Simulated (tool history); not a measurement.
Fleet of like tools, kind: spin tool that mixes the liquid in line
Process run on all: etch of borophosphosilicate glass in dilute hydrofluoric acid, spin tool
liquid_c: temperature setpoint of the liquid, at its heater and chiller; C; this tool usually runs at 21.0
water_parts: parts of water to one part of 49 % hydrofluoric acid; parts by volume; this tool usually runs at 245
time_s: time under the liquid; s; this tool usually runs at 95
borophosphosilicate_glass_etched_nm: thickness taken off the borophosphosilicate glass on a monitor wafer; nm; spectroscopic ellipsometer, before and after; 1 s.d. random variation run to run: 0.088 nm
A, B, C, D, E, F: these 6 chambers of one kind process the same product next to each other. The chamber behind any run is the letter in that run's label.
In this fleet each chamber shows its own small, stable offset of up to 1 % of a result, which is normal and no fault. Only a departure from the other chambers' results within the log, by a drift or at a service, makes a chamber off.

| run | hour | liquid_c | water_parts | time_s | read-back film thickness of the borophosphosilicate glass reference wafer, read on the same gauge (nm) | borophosphosilicate_glass_etched_nm |
|---|---|---|---|---|---|---|
|  | 4.8 | chamber B: hydrofluoric acid flow meter replaced |
| 1A | 5.5 | 21.0 | 245 | 95 | 69.989 | 13.4230 |
| 2E | 11.8 | 21.0 | 245 | 95 | 69.990 | 13.4720 |
| 3B | 17.8 | 21.0 | 245 | 95 | 69.996 | 13.4050 |
| 4F | 22.9 | 21.0 | 245 | 95 | 70.002 | 13.2200 |
| 5C | 29.6 | 21.0 | 245 | 95 | 70.001 | 13.0470 |
| 6D | 33.8 | 21.0 | 245 | 95 | 70.012 | 13.2500 |
| 7F | 42.1 | 21.0 | 245 | 140 | 69.992 | 19.5940 |
| 8A | 50.6 | 21.0 | 245 | 140 | 69.998 | 19.5050 |
| 9C | 57.8 | 21.0 | 245 | 140 | 69.985 | 19.2870 |
| 10E | 67.1 | 21.0 | 245 | 140 | 70.008 | 19.9040 |
| 11B | 74.9 | 21.0 | 245 | 140 | 70.004 | 19.5980 |
| 12D | 83.2 | 21.0 | 245 | 140 | 69.995 | 19.3990 |
| 13D | 92.8 | 21.0 | 245 | 95 | 69.991 | 13.3340 |
| 14A | 101.2 | 21.0 | 245 | 95 | 69.996 | 13.3300 |
| 15F | 107.1 | 21.0 | 245 | 95 | 69.996 | 13.3370 |
| 16C | 114.1 | 21.0 | 175 | 95 | 69.990 | 20.0220 |
| 17B | 119.7 | 21.0 | 175 | 95 | 70.000 | 20.1790 |
| 18E | 125.4 | 21.0 | 175 | 95 | 70.004 | 19.9470 |
| 19D | 133.4 | 21.0 | 175 | 95 | 70.028 | 19.7430 |
| 20A | 141.6 | 21.0 | 175 | 95 | 69.987 | 20.2860 |
| 21E | 146.2 | 21.0 | 175 | 95 | 70.005 | 20.0390 |
| 22C | 151.3 | 21.0 | 245 | 95 | 70.017 | 13.1740 |
| 23B | 158.2 | 21.0 | 185 | 95 | 69.999 | 18.6790 |
| 24F | 166.2 | 21.0 | 185 | 95 | 69.997 | 18.6100 |
| 25A | 173.7 | 21.0 | 185 | 95 | 70.011 | 18.8720 |
| 26E | 179.8 | 21.0 | 185 | 95 | 70.006 | 18.7990 |
| 27F | 184.1 | 21.0 | 185 | 95 | 70.019 | 18.5350 |
| 28C | 188.8 | 21.0 | 185 | 95 | 69.992 | 18.6010 |
| 29D | 197.3 | 21.0 | 245 | 95 | 70.002 | 13.1710 |
| 30B | 204.5 | 21.0 | 245 | 95 | 70.003 | 13.4050 |
| 31E | 209.9 | 21.0 | 245 | 95 | 70.007 | 13.3650 |
| 32F | 214.9 | 21.0 | 245 | 95 | 70.005 | 13.3480 |
| 33B | 223.2 | 21.0 | 325 | 95 | 70.007 | 9.5571 |
| 34C | 230.6 | 21.0 | 325 | 95 | 70.003 | 9.1843 |
| 35D | 236.3 | 21.0 | 325 | 95 | 70.004 | 9.2065 |
| 36A | 242.8 | 21.0 | 325 | 95 | 70.014 | 9.3741 |

Has any chamber moved away from the others, gradually or after a service, or does the common gauge drift, or do the chambers differ only by their own small steady offsets? State the chamber and the most likely cause if one applies.

The fleet is healthy, with each chamber sitting at its usual small offset and no drift in the gauge.
